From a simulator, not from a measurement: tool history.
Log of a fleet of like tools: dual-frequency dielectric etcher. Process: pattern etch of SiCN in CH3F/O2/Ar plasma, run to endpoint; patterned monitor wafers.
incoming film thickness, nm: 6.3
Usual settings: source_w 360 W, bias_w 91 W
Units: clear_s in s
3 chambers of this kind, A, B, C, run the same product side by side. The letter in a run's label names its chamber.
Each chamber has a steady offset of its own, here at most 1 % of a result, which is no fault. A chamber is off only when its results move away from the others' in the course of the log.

run	day	source_w	bias_w	clear_s
1C	0.646	360	91	16.14
2B	1.275	360	91	16.08
3A	1.588	360	91	15.93
4A	2.258	360	91	15.889
5C	2.9	360	91	15.998
6B	3.512	360	91	16.115
7C	3.912	360	106	15.142
8A	4.442	360	106	15.035
9B	4.908	360	106	15.249
10A	5.288	360	91	15.989
11B	5.683	360	91	16.068
12C	6.183	440	91	14.961
13A	6.592	440	91	14.8
14C	7.238	440	91	14.966
15B	7.762	360	91	16.129
16C	8.242	360	91	16.066
# day 8.758: chamber A: wet clean of the chamber
17A	8.85	360	91	15.436
18B	9.229	360	99	15.581
19C	9.683	360	99	15.533
# day 9.858: chamber C: source power generator calibrated
20A	10.35	360	99	14.984
# day 10.371: chamber B: wet clean of the chamber
21B	10.704	360	103	15.311
22B	11.2	360	103	15.284
23C	11.771	360	103	15.43
24A	12.358	360	91	15.47
# day 12.379: chamber A: source power generator calibrated
25A	12.662	360	91	15.504
26B	13.083	360	91	16.146
27C	13.512	360	99	15.593
28C	13.908	360	99	15.688
29A	14.367	360	99	14.959
# day 14.6: chamber C: wet clean of the chamber
30B	14.85	360	91	16.073
31A	15.433	360	91	15.419
32C	15.8	360	91	15.941
33B	16.3	360	91	16.021
34C	16.867	360	91	15.985
35A	17.325	360	91	15.44

All 3 chambers run these settings next. Forecast each chamber's results:
36A	17.817	280	91	?
36B	17.817	280	91	?
36C	17.817	280	91	?

run	clear_s
36A	16.962
36B	17.616
36C	17.464

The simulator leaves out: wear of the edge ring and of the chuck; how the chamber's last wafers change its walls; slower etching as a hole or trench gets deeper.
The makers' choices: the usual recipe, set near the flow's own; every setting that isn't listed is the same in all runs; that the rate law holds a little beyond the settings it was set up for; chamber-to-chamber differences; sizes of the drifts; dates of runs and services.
